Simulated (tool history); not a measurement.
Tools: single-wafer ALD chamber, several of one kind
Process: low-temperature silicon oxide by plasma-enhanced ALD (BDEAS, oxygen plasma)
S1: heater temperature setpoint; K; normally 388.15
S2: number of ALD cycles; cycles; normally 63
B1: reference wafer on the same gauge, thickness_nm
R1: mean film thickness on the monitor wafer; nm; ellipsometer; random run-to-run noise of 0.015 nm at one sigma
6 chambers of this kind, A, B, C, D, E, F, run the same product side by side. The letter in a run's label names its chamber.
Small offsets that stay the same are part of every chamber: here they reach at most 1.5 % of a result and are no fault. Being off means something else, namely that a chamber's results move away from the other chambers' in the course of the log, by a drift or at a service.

run,hour,S1,S2,B1,R1
1F,14.3,388.15,63,7.1878,8.7949
2B,22.1,388.15,63,7.1873,8.7083
3A,33.0,388.15,63,7.1845,8.7676
4C,40.7,388.15,63,7.1865,8.8641
5D,50.1,388.15,63,7.1827,8.6569
6E,62.7,388.15,63,7.1804,8.7278
7F,76.7,388.15,55,7.1774,7.6840
8D,89.8,388.15,55,7.1795,7.5564
9C,98.5,388.15,55,7.1803,7.6957
10E,108.9,388.15,55,7.1738,7.6123
11B,115.8,388.15,55,7.1759,7.5937
12A,127.0,388.15,55,7.1748,7.6751
13D,138.7,388.15,63,7.1722,8.6707
14C,146.4,388.15,63,7.1708,8.8134
15B,153.2,388.15,63,7.1748,8.6757
16E,162.5,388.15,63,7.1697,8.7189
17A,176.5,388.15,63,7.1672,8.7743
18F,185.0,388.15,63,7.1667,8.7821
19A,196.1,375.15,51,7.1663,7.2398
20B,210.2,375.15,51,7.1659,7.2022
21F,218.9,375.15,51,7.1617,7.2621
22D,225.8,375.15,51,7.1610,7.1762
23C,237.0,375.15,51,7.1603,7.3109
24E,250.9,375.15,51,7.1581,7.2223
25D,264.7,388.15,63,7.1586,8.6487
26C,275.0,402.15,59,7.1571,8.0591
27F,282.6,402.15,59,7.1552,8.0000
28E,292.8,402.15,59,7.1546,7.9137
29B,308.0,402.15,59,7.1541,7.9307
30A,315.8,402.15,59,7.1559,7.9596
31B,330.2,402.15,59,7.1455,7.9000
32F,343.7,388.15,63,7.1479,8.7614
33A,355.2,402.15,56,7.1431,7.5699
34D,367.2,402.15,56,7.1428,7.4772
35C,375.5,402.15,56,7.1440,7.6241
36E,388.9,402.15,56,7.1437,7.5047
37C,404.0,402.15,56,7.1414,7.5966

Each of the 6 chambers runs these same settings next. Fill in every chamber's results:
38A,415.4,375.15,63,,?
38B,415.4,375.15,63,,?
38C,415.4,375.15,63,,?
38D,415.4,375.15,63,,?
38E,415.4,375.15,63,,?
38F,415.4,375.15,63,,?

run,R1
38A,8.9433
38B,8.8210
38C,9.0086
38D,8.8047
38E,8.8781
38F,8.9685
